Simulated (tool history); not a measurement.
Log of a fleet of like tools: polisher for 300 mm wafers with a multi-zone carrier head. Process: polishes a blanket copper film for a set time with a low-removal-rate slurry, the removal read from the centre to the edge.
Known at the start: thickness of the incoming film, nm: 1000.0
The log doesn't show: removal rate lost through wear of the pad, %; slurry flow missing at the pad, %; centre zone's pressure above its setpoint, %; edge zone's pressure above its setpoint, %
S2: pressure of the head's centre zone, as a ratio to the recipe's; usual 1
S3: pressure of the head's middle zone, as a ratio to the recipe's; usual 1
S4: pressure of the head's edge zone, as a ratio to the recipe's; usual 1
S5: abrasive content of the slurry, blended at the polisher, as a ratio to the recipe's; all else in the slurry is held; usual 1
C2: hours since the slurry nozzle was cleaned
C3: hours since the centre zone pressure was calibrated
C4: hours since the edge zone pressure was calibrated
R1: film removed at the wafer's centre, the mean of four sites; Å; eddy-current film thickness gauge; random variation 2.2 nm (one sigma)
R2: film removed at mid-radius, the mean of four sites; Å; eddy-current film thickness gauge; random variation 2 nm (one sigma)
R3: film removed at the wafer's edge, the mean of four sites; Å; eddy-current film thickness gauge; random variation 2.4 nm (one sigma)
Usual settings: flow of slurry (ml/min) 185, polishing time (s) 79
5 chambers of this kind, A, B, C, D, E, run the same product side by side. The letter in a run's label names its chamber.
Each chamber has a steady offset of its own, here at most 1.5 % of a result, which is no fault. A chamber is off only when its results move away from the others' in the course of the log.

Run 1B, day 0.154: usual settings; wafers polished on this pad 81; C2 68.2; C3 139; C4 1003.5. Result: R1 1747.4 Å, R2 1727.4 Å, R3 1706.4 Å.
Run 2D, day 0.267: usual settings; wafers polished on this pad 527; C2 519.8; C3 68.4; C4 559.4. Result: R1 1740.6 Å, R2 1723.1 Å, R3 1739.2 Å.
Run 3A, day 0.408: usual settings; wafers polished on this pad 367; C2 392.7; C3 190.5; C4 407.4. Result: R1 1745.8 Å, R2 1743.2 Å, R3 1755.5 Å.
Run 4C, day 0.558: usual settings; wafers polished on this pad 235; C2 452.1; C3 553.3; C4 282.9. Result: R1 1734 Å, R2 1745.4 Å, R3 1676 Å.
At day 0.65: chamber C: edge zone pressure recalibrated.
Run 5E, day 0.779: usual settings; wafers polished on this pad 620; C2 51.2; C3 202.7; C4 1126. Result: R1 1708.5 Å, R2 1726.9 Å, R3 1708.7 Å.
Run 6B, day 1: usual settings but flow of slurry (ml/min) 245, S4 1.06; wafers polished on this pad 237; C2 88.5; C3 159.3; C4 1023.8. Result: R1 1823.3 Å, R2 1814.8 Å, R3 1817.4 Å.
Run 7D, day 1.121: usual settings but flow of slurry (ml/min) 245, S4 1.06; wafers polished on this pad 684; C2 540.3; C3 88.9; C4 579.9. Result: R1 1871 Å, R2 1827.8 Å, R3 1824.9 Å.
Run 8A, day 1.221: usual settings but flow of slurry (ml/min) 245, S4 1.06; wafers polished on this pad 517; C2 412.2; C3 210; C4 426.9. Result: R1 1809.8 Å, R2 1786.1 Å, R3 1871.8 Å.
Run 9C, day 1.358: usual settings but flow of slurry (ml/min) 245, S4 1.06; wafers polished on this pad 382; C2 471.3; C3 572.5; C4 17.1. Result: R1 1810.9 Å, R2 1835.4 Å, R3 1834.3 Å.
Run 10E, day 1.5: usual settings but flow of slurry (ml/min) 245, S4 1.06; wafers polished on this pad 753; C2 68.5; C3 220; C4 1143.3. Result: R1 1825.2 Å, R2 1829.2 Å, R3 1776.8 Å.
Run 11B, day 1.683: usual settings; wafers polished on this pad 363; C2 104.9; C3 175.7; C4 1040.2. Result: R1 1757.6 Å, R2 1740.3 Å, R3 1687.2 Å.
Run 12D, day 1.912: usual settings but S2 0.93; wafers polished on this pad 830; C2 559.3; C3 107.9; C4 598.9. Result: R1 1631.7 Å, R2 1767.9 Å, R3 1687.9 Å.
At day 1.962: chamber E: worn pad replaced by a new one.
Run 13C, day 2.092: usual settings but S2 0.93; wafers polished on this pad 518; C2 488.9; C3 590.1; C4 34.7. Result: R1 1597.2 Å, R2 1750.7 Å, R3 1722.7 Å.
At day 2.196: chamber D: worn pad replaced by a new one.
Run 14A, day 2.279: usual settings but S2 0.93; wafers polished on this pad 712; C2 437.6; C3 235.4; C4 452.3. Result: R1 1607.3 Å, R2 1750.5 Å, R3 1720.2 Å.
Run 15E, day 2.425: usual settings but S2 0.93; wafers polished on this pad 85; C2 90.7; C3 242.2; C4 1165.5. Result: R1 1611.4 Å, R2 1748.2 Å, R3 1764.1 Å.
Run 16B, day 2.567: usual settings but S2 0.93; wafers polished on this pad 526; C2 126.1; C3 196.9; C4 1061.4. Result: R1 1600.8 Å, R2 1691.5 Å, R3 1683 Å.
Run 17C, day 2.671: usual settings; wafers polished on this pad 625; C2 502.8; C3 604; C4 48.6. Result: R1 1728.1 Å, R2 1726.2 Å, R3 1705.5 Å.
Run 18A, day 2.875: usual settings; wafers polished on this pad 822; C2 451.9; C3 249.7; C4 466.6. Result: R1 1710.3 Å, R2 1727.9 Å, R3 1751.6 Å.
Run 19D, day 3.079: usual settings; wafers polished on this pad 163; C2 587.3; C3 135.9; C4 626.9. Result: R1 1697.4 Å, R2 1717.8 Å, R3 1727.1 Å.
Run 20E, day 3.246: usual settings; wafers polished on this pad 236; C2 110.4; C3 261.9; C4 1185.2. Result: R1 1753.7 Å, R2 1759.3 Å, R3 1736.2 Å.
Run 21C, day 3.429: usual settings; wafers polished on this pad 765; C2 521; C3 622.2; C4 66.8. Result: R1 1754 Å, R2 1717.7 Å, R3 1690.2 Å.
At day 3.5: chamber C: worn pad replaced by a new one.
Run 22E, day 3.625: usual settings; wafers polished on this pad 306; C2 119.5; C3 271; C4 1194.3. Result: R1 1695.1 Å, R2 1749.7 Å, R3 1724.5 Å.
Run 23D, day 3.733: usual settings; wafers polished on this pad 284; C2 603; C3 151.6; C4 642.6. Result: R1 1712 Å, R2 1710.8 Å, R3 1788.8 Å.
At day 3.792: chamber A: edge zone pressure recalibrated.
Run 24B, day 3.929: usual settings; wafers polished on this pad 778; C2 158.8; C3 229.6; C4 1094.1. Result: R1 1747.5 Å, R2 1740.1 Å, R3 1752.3 Å.
Run 25A, day 4.1: usual settings; wafers polished on this pad 1049; C2 481.3; C3 279.1; C4 7.5. Result: R1 1746.8 Å, R2 1762.7 Å, R3 1729.3 Å.
Run 26D, day 4.254: usual settings; wafers polished on this pad 380; C2 615.5; C3 164.1; C4 655.1. Result: R1 1733.5 Å, R2 1737.7 Å, R3 1726.7 Å.
At day 4.392: chamber C: slurry nozzle cleaned.
Run 27B, day 4.421: usual settings; wafers polished on this pad 869; C2 170.6; C3 241.4; C4 1105.9. Result: R1 1756.7 Å, R2 1736.8 Å, R3 1754.6 Å.
At day 4.438: chamber A: slurry nozzle cleaned.
Run 28C, day 4.588: usual settings; wafers polished on this pad 201; C2 4.7; C3 650; C4 94.6. Result: R1 1749.8 Å, R2 1753.9 Å, R3 1728.9 Å.
Run 29E, day 4.783: usual settings; wafers polished on this pad 520; C2 147.3; C3 298.8; C4 1222.1. Result: R1 1745.8 Å, R2 1742.7 Å, R3 1695.7 Å.
Run 30A, day 4.975: usual settings; wafers polished on this pad 1210; C2 12.9; C3 300.1; C4 28.5. Result: R1 1764.4 Å, R2 1723.2 Å, R3 1742.1 Å.
Run 31E, day 5.079: usual settings; wafers polished on this pad 575; C2 154.4; C3 305.9; C4 1229.2. Result: R1 1748.7 Å, R2 1786.6 Å, R3 1711.3 Å.
At day 5.108: chamber B: slurry nozzle cleaned.
At day 5.162: chamber A: worn pad replaced by a new one.
Run 32C, day 5.212: usual settings; wafers polished on this pad 316; C2 19.7; C3 665; C4 109.6. Result: R1 1730.2 Å, R2 1741.8 Å, R3 1736.5 Å.
Run 33B, day 5.312: usual settings but S2 1.07; wafers polished on this pad 1033; C2 4.9; C3 262.8; C4 1127.3. Result: R1 1831.8 Å, R2 1755 Å, R3 1722.4 Å.
Run 34D, day 5.446: usual settings but S2 1.07; wafers polished on this pad 600; C2 644.1; C3 192.7; C4 683.7. Result: R1 1824.9 Å, R2 1769.7 Å, R3 1716.2 Å.
Run 35A, day 5.658: usual settings but S2 1.07; wafers polished on this pad 91; C2 29.3; C3 316.5; C4 44.9. Result: R1 1845.8 Å, R2 1698.3 Å, R3 1705.7 Å.
Run 36D, day 5.888: usual settings but S2 1.07; wafers polished on this pad 682; C2 654.7; C3 203.3; C4 694.3. Result: R1 1880 Å, R2 1720.1 Å, R3 1762.2 Å.
Run 37A, day 6.062: usual settings but S2 1.07; wafers polished on this pad 166; C2 39; C3 326.2; C4 54.6. Result: R1 1802.3 Å, R2 1721.7 Å, R3 1765.5 Å.
Run 38C, day 6.183: usual settings but flow of slurry (ml/min) 220, S4 0.95; wafers polished on this pad 495; C2 43; C3 688.3; C4 132.9. Result: R1 1788.2 Å, R2 1736.2 Å, R3 1681.3 Å.

What goes on in this fleet: one chamber off, a drifting gauge, or nothing beyond the chambers' own small offsets? Name the chamber and the cause, if any.

No chamber stands off beyond its own small offset, and the gauge holds steady.

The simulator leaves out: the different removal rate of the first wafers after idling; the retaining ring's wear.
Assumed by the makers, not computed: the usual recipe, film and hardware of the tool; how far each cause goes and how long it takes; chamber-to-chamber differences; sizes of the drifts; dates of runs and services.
